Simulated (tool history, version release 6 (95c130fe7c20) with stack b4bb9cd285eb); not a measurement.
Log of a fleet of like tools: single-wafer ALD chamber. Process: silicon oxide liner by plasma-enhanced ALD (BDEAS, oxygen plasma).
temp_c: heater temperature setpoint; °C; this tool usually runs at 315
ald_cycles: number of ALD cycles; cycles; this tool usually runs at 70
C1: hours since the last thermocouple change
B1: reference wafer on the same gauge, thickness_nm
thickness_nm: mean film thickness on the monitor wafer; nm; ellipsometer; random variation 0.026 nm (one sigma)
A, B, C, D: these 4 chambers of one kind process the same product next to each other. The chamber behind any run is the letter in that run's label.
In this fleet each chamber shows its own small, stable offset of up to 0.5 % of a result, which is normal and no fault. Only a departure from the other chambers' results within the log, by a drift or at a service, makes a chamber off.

{"run": "1A", "hour": 7.3, "temp_c": 315, "ald_cycles": 70, "C1": 1333.2, "B1": 6.4012, "thickness_nm": 6.4173}
{"run": "2D", "hour": 13.3, "temp_c": 315, "ald_cycles": 70, "C1": 1640.2, "B1": 6.3959, "thickness_nm": 6.3198}
{"run": "3C", "hour": 18.4, "temp_c": 315, "ald_cycles": 70, "C1": 2437.2, "B1": 6.3988, "thickness_nm": 6.4095}
{"run": "4B", "hour": 22.2, "temp_c": 315, "ald_cycles": 70, "C1": 402.5, "B1": 6.4001, "thickness_nm": 6.3708}
{"run": "5A", "hour": 27.0, "temp_c": 308, "ald_cycles": 60, "C1": 1352.9, "B1": 6.3982, "thickness_nm": 5.5298}
{"run": "6B", "hour": 31.3, "temp_c": 308, "ald_cycles": 60, "C1": 411.6, "B1": 6.4039, "thickness_nm": 5.4898}
{"hour": 36.2, "done": "chamber C: thermocouple changed; heater temperature recalibrated"}
{"run": "7C", "hour": 38.5, "temp_c": 308, "ald_cycles": 60, "C1": 2.4, "B1": 6.3992, "thickness_nm": 5.5327}
{"run": "8D", "hour": 45.5, "temp_c": 308, "ald_cycles": 60, "C1": 1672.4, "B1": 6.4014, "thickness_nm": 5.5277}
{"run": "9C", "hour": 52.3, "temp_c": 315, "ald_cycles": 70, "C1": 16.2, "B1": 6.396, "thickness_nm": 6.4111}
{"run": "10D", "hour": 60.6, "temp_c": 315, "ald_cycles": 70, "C1": 1687.5, "B1": 6.4017, "thickness_nm": 6.3716}
{"run": "11A", "hour": 65.9, "temp_c": 315, "ald_cycles": 70, "C1": 1391.8, "B1": 6.4048, "thickness_nm": 6.3663}
{"run": "12B", "hour": 74.1, "temp_c": 315, "ald_cycles": 70, "C1": 454.4, "B1": 6.3988, "thickness_nm": 6.3796}
{"run": "13A", "hour": 79.4, "temp_c": 315, "ald_cycles": 70, "C1": 1405.3, "B1": 6.4004, "thickness_nm": 6.3243}
{"run": "14C", "hour": 86.7, "temp_c": 315, "ald_cycles": 70, "C1": 50.6, "B1": 6.4024, "thickness_nm": 6.4451}
{"run": "15D", "hour": 94.9, "temp_c": 315, "ald_cycles": 70, "C1": 1721.8, "B1": 6.4011, "thickness_nm": 6.3752}
{"run": "16B", "hour": 100.4, "temp_c": 315, "ald_cycles": 70, "C1": 480.7, "B1": 6.3961, "thickness_nm": 6.3576}
{"run": "17D", "hour": 106.9, "temp_c": 315, "ald_cycles": 81, "C1": 1733.8, "B1": 6.4045, "thickness_nm": 7.3847}
{"run": "18C", "hour": 112.9, "temp_c": 315, "ald_cycles": 81, "C1": 76.8, "B1": 6.4038, "thickness_nm": 7.376}
{"run": "19B", "hour": 116.7, "temp_c": 315, "ald_cycles": 81, "C1": 497, "B1": 6.399, "thickness_nm": 7.3522}
{"run": "20A", "hour": 122.8, "temp_c": 315, "ald_cycles": 81, "C1": 1448.7, "B1": 6.4001, "thickness_nm": 7.3845}
{"run": "21B", "hour": 128.9, "temp_c": 315, "ald_cycles": 70, "C1": 509.2, "B1": 6.3946, "thickness_nm": 6.3325}
{"run": "22C", "hour": 137.3, "temp_c": 315, "ald_cycles": 70, "C1": 101.2, "B1": 6.3953, "thickness_nm": 6.3926}
{"run": "23A", "hour": 146.0, "temp_c": 309, "ald_cycles": 65, "C1": 1471.9, "B1": 6.3975, "thickness_nm": 5.9609}
{"run": "24D", "hour": 153.9, "temp_c": 309, "ald_cycles": 65, "C1": 1780.8, "B1": 6.3996, "thickness_nm": 5.9719}
{"run": "25C", "hour": 157.9, "temp_c": 309, "ald_cycles": 65, "C1": 121.8, "B1": 6.3953, "thickness_nm": 6.0065}
{"run": "26D", "hour": 162.2, "temp_c": 309, "ald_cycles": 65, "C1": 1789.1, "B1": 6.3954, "thickness_nm": 5.9337}
{"run": "27A", "hour": 168.9, "temp_c": 315, "ald_cycles": 70, "C1": 1494.8, "B1": 6.3955, "thickness_nm": 6.3676}
{"run": "28B", "hour": 176.4, "temp_c": 315, "ald_cycles": 70, "C1": 556.7, "B1": 6.4063, "thickness_nm": 6.4012}
{"run": "29C", "hour": 182.1, "temp_c": 315, "ald_cycles": 70, "C1": 146, "B1": 6.3987, "thickness_nm": 6.3725}
{"run": "30D", "hour": 190.5, "temp_c": 315, "ald_cycles": 70, "C1": 1817.4, "B1": 6.4, "thickness_nm": 6.4128}
{"run": "31B", "hour": 198.0, "temp_c": 315, "ald_cycles": 70, "C1": 578.3, "B1": 6.4, "thickness_nm": 6.3387}
{"run": "32A", "hour": 206.2, "temp_c": 315, "ald_cycles": 70, "C1": 1532.1, "B1": 6.4, "thickness_nm": 6.3972}
{"run": "33B", "hour": 210.2, "temp_c": 315, "ald_cycles": 70, "C1": 590.5, "B1": 6.406, "thickness_nm": 6.3331}
{"run": "34D", "hour": 218.5, "temp_c": 315, "ald_cycles": 70, "C1": 1845.4, "B1": 6.3988, "thickness_nm": 6.3709}
{"run": "35C", "hour": 226.0, "temp_c": 315, "ald_cycles": 70, "C1": 189.9, "B1": 6.3983, "thickness_nm": 6.42}
{"run": "36A", "hour": 232.3, "temp_c": 315, "ald_cycles": 70, "C1": 1558.2, "B1": 6.4005, "thickness_nm": 6.3815}
{"run": "37B", "hour": 237.5, "temp_c": 315, "ald_cycles": 70, "C1": 617.8, "B1": 6.3971, "thickness_nm": 6.3879}
{"run": "38C", "hour": 243.6, "temp_c": 315, "ald_cycles": 70, "C1": 207.5, "B1": 6.4071, "thickness_nm": 6.3631}
{"run": "39A", "hour": 252.2, "temp_c": 315, "ald_cycles": 70, "C1": 1578.1, "B1": 6.401, "thickness_nm": 6.3545}
{"run": "40D", "hour": 258.0, "temp_c": 315, "ald_cycles": 70, "C1": 1884.9, "B1": 6.4065, "thickness_nm": 6.4017}
{"run": "41D", "hour": 262.6, "temp_c": 315, "ald_cycles": 70, "C1": 1889.5, "B1": 6.3903, "thickness_nm": 6.3738}

One chamber off, gauge drift, or nothing amiss beyond the chambers' own small offsets? If it is a chamber, which one, and what is the likeliest cause?

The fleet is healthy, with each chamber sitting at its usual small offset and no drift in the gauge.
